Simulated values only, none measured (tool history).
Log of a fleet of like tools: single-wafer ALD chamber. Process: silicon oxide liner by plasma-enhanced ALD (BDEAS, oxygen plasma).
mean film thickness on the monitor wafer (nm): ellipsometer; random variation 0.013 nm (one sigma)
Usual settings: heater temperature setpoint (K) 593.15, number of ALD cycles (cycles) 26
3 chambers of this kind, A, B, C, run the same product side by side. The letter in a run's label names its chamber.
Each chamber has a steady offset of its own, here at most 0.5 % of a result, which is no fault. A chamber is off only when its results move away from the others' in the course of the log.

run   hour  heater temperature setpoint (K)  number of ALD cycles (cycles)  hours since the last thermocouple change  read-back reference wafer on the same gauge, thickness_nm  mean film thickness on the monitor wafer (nm)
 1A    4.5                           593.15                             26                                     456.1                                                     2.4584                                         2.3282
 2C    8.7                           593.15                             26                                     629.6                                                     2.4614                                         2.3346
 3B   14.1                           593.15                             26                                    2554.2                                                     2.4586                                         2.3612
 4A   22.4                           593.15                             26                                     474.0                                                     2.4594                                         2.3305
      24.7  -- chamber B: thermocouple changed; heater temperature recalibrated
 5C   29.1                           593.15                             26                                     650.0                                                     2.4638                                         2.3522
 6B   36.2                           593.15                             26                                      11.6                                                     2.4580                                         2.3483
 7A   42.4                           601.15                             23                                     494.0                                                     2.4573                                         2.0490
 8B   49.8                           601.15                             23                                      25.2                                                     2.4601                                         2.0372
 9C   57.0                           601.15                             23                                     677.9                                                     2.4585                                         2.0474
10B   60.7                           593.15                             31                                      36.1                                                     2.4641                                         2.8123
11C   69.1                           593.15                             31                                     690.0                                                     2.4574                                         2.8040
12A   75.6                           593.15                             31                                     527.2                                                     2.4593                                         2.8034
13B   81.3                           593.15                             30                                      56.7                                                     2.4617                                         2.6987
14A   85.3                           593.15                             30                                     536.9                                                     2.4575                                         2.6790
15C   90.6                           593.15                             30                                     711.5                                                     2.4579                                         2.7191
16C   96.3                           593.15                             26                                     717.2                                                     2.4613                                         2.3406
17A  102.8                           593.15                             24                                     554.4                                                     2.4609                                         2.1699
18B  106.7                           593.15                             24                                      82.1                                                     2.4585                                         2.1611
19C  112.4                           593.15                             24                                     733.3                                                     2.4588                                         2.1563
20A  117.6                           593.15                             26                                     569.2                                                     2.4597                                         2.3462
21B  121.7                           593.15                             26                                      97.1                                                     2.4591                                         2.3458
22A  128.2                           593.15                             26                                     579.8                                                     2.4605                                         2.3669
23C  136.2                           593.15                             26                                     757.1                                                     2.4599                                         2.3321
24B  140.3                           593.15                             26                                     115.7                                                     2.4578                                         2.3477

All 3 chambers run these settings next. Forecast each chamber's results:
25A  146.3                           593.15                             29                                                                                                                                                   ?
25B  146.3                           593.15                             29                                                                                                                                                   ?
25C  146.3                           593.15                             29                                                                                                                                                   ?

run  mean film thickness on the monitor wafer (nm)
25A                                         2.5952
25B                                         2.6246
25C                                         2.6091
